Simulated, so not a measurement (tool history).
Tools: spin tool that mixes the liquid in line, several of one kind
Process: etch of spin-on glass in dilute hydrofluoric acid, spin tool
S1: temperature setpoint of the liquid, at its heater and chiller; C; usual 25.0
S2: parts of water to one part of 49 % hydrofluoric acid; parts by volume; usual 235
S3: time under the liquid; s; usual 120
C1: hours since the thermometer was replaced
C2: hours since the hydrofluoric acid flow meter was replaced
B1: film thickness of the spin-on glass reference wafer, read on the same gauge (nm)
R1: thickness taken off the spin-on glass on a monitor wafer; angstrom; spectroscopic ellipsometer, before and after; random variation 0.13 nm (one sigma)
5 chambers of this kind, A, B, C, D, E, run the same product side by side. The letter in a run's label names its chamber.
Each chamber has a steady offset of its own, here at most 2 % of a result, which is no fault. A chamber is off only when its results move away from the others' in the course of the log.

| run | day | S1 | S2 | S3 | C1 | C2 | B1 | R1 |
|---|---|---|---|---|---|---|---|---|
| 1D | 0.308 | 25.0 | 235 | 120 | 850.0 | 1876.2 | 50.022 | 131.980 |
| 2B | 0.567 | 25.0 | 235 | 120 | 865.8 | 1953.2 | 50.008 | 133.390 |
| 3E | 0.842 | 25.0 | 235 | 120 | 565.9 | 167.9 | 50.012 | 130.690 |
| 4A | 1.071 | 25.0 | 235 | 120 | 490.1 | 374.6 | 50.013 | 132.310 |
| 5C | 1.450 | 25.0 | 235 | 120 | 574.3 | 865.9 | 50.006 | 132.580 |
| 6E | 1.783 | 25.0 | 235 | 120 | 588.5 | 190.5 | 50.012 | 131.240 |
|  | 2.150 | chamber B: hydrofluoric acid flow meter replaced |
| 7C | 2.183 | 25.0 | 235 | 120 | 591.9 | 883.5 | 49.987 | 129.030 |
| 8A | 2.404 | 21.5 | 235 | 140 | 522.1 | 406.6 | 49.991 | 134.510 |
| 9B | 2.633 | 21.5 | 235 | 140 | 915.4 | 11.6 | 50.013 | 136.670 |
| 10D | 2.967 | 21.5 | 235 | 140 | 913.8 | 1940.0 | 50.011 | 136.230 |
| 11B | 3.238 | 21.5 | 235 | 140 | 929.9 | 26.1 | 49.996 | 136.410 |
| 12A | 3.562 | 21.5 | 235 | 140 | 549.9 | 434.4 | 50.012 | 133.870 |
| 13D | 3.804 | 29.0 | 235 | 55 | 933.9 | 1960.1 | 49.991 | 68.783 |
| 14C | 4.158 | 29.0 | 235 | 55 | 639.3 | 930.9 | 50.006 | 69.608 |
| 15E | 4.450 | 29.0 | 235 | 55 | 652.5 | 254.5 | 49.999 | 68.688 |
| 16C | 4.725 | 29.0 | 235 | 55 | 652.9 | 944.5 | 49.990 | 70.784 |
| 17B | 4.929 | 29.0 | 235 | 55 | 970.5 | 66.7 | 50.006 | 69.210 |
| 18A | 5.304 | 23.0 | 235 | 120 | 591.7 | 476.2 | 49.996 | 119.220 |
| 19D | 5.625 | 23.0 | 235 | 120 | 977.6 | 2003.8 | 50.006 | 121.200 |
| 20E | 5.938 | 23.0 | 235 | 120 | 688.2 | 290.2 | 49.994 | 122.580 |
| 21B | 6.342 | 23.0 | 235 | 120 | 1004.4 | 100.6 | 50.000 | 124.470 |
| 22C | 6.742 | 23.0 | 235 | 120 | 701.3 | 992.9 | 50.009 | 122.760 |
| 23A | 6.925 | 25.0 | 235 | 120 | 630.6 | 515.1 | 49.995 | 123.050 |
| 24E | 7.317 | 25.0 | 235 | 120 | 721.3 | 323.3 | 50.007 | 130.130 |
| 25D | 7.533 | 25.0 | 235 | 120 | 1023.4 | 2049.6 | 50.027 | 130.160 |
| 26E | 7.762 | 25.0 | 235 | 150 | 732.0 | 334.0 | 49.994 | 164.850 |
| 27D | 8.008 | 25.0 | 235 | 150 | 1034.8 | 2061.0 | 49.995 | 164.720 |
|  | 8.050 | chamber B: thermometer replaced |
| 28A | 8.275 | 25.0 | 235 | 150 | 663.0 | 547.5 | 49.989 | 154.300 |
| 29B | 8.488 | 25.0 | 235 | 150 | 10.5 | 152.1 | 50.008 | 165.780 |
| 30C | 8.700 | 25.0 | 235 | 150 | 748.3 | 1039.9 | 49.983 | 165.450 |
| 31D | 8.896 | 25.0 | 235 | 120 | 1056.1 | 2082.3 | 49.991 | 130.670 |
| 32E | 9.204 | 25.0 | 235 | 120 | 766.6 | 368.6 | 49.987 | 131.810 |
| 33A | 9.446 | 25.0 | 235 | 120 | 691.1 | 575.6 | 50.000 | 121.150 |
| 34C | 9.792 | 25.0 | 235 | 120 | 774.5 | 1066.1 | 50.000 | 132.970 |
| 35B | 10.042 | 25.0 | 305 | 120 | 47.8 | 189.4 | 49.982 | 94.216 |
| 36E | 10.296 | 25.0 | 305 | 120 | 792.8 | 394.8 | 49.999 | 95.001 |
| 37D | 10.521 | 25.0 | 305 | 120 | 1095.1 | 2121.3 | 49.965 | 94.004 |
| 38B | 10.717 | 25.0 | 305 | 120 | 64.0 | 205.6 | 50.014 | 97.042 |
| 39C | 11.096 | 25.0 | 305 | 120 | 805.8 | 1097.4 | 50.007 | 93.376 |

Is one chamber off against the others, does the gauge drift, or is nothing wrong? If a chamber is off, say which, and what the likeliest cause is.

Chamber A drifts away from the others.
Cause: hydrofluoric acid flow below the setpoint (%) = 9.1.

Here are 4 candidates for chamber A's next run, each the usual settings with a change, their results left as question marks. Which one brings its results back in line with what the others give on the usual settings?
In line means no further than this from the other chambers' mean on the usual settings: R1 4.400 angstrom
| 40A-1 | 11.383 | 24.5 | 260 | 110 |  |  |  | ? |
| 40A-2 | 11.383 | 25.0 | 235 | 150 |  |  |  | ? |
| 40A-3 | 11.383 | 25.0 | 250 | 115 |  |  |  | ? |
| 40A-4 | 11.383 | 25.0 | 235 | 135 |  |  |  | ? |

The other chambers' mean on the usual settings: R1 131.850 angstrom
| run | R1 |
|---|---|
| 40A-1 | 92.112 |
| 40A-2 | 145.690 |
| 40A-3 | 103.110 |
| 40A-4 | 131.120 |
40A-4 brings the chamber back in line.
